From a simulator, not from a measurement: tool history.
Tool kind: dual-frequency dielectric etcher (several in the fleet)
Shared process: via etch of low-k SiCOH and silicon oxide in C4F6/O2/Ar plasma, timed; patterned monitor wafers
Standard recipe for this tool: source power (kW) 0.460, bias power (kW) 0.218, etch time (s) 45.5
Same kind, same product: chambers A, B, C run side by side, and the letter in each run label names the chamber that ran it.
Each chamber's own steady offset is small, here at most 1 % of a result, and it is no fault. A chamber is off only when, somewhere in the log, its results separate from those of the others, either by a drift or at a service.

run,day,source power (kW),bias power (kW),etch time (s),"read-back reference wafer on the same gauge, depth_nm",mean etch depth across the wafer (nm)
1A,0.288,0.460,0.218,45.5,111.97,132.56
2B,0.700,0.460,0.218,45.5,111.97,133.51
3C,1.083,0.460,0.218,45.5,111.99,132.88
4B,1.508,0.460,0.218,45.5,111.98,134.39
5A,1.775,0.460,0.218,45.5,111.95,133.07
6C,2.375,0.520,0.218,56.0,111.98,170.46
7A,2.825,0.520,0.218,56.0,111.96,170.64
8B,3.175,0.520,0.218,56.0,112.04,173.39
9C,3.671,0.460,0.218,45.5,112.03,132.67
10C,4.217,0.410,0.248,45.5,111.99,132.74
11A,4.775,0.410,0.248,45.5,111.99,133.06
12B,5.254,0.410,0.248,45.5,112.00,133.48
13B,5.779,0.460,0.218,45.5,111.96,133.72
14A,6.054,0.460,0.218,45.5,112.07,132.97
# day 6.500: chamber C: wet clean of the chamber
15C,6.562,0.380,0.218,38.5,111.95,102.24
16A,7.062,0.380,0.218,38.5,112.02,104.34
17B,7.579,0.380,0.218,38.5,112.04,105.71
18C,7.992,0.460,0.218,45.5,112.08,129.69
19C,8.538,0.460,0.218,45.5,111.97,130.80
20B,9.004,0.460,0.218,45.5,112.04,133.99
21A,9.500,0.460,0.218,45.5,112.06,132.75
22A,10.012,0.460,0.218,45.5,112.03,133.48

Each of the 3 chambers runs these same settings next. Fill in every chamber's results:
23A,10.450,0.460,0.218,51.0,,?
23B,10.450,0.460,0.218,51.0,,?
23C,10.450,0.460,0.218,51.0,,?

run,mean etch depth across the wafer (nm)
23A,148.30
23B,149.77
23C,146.25
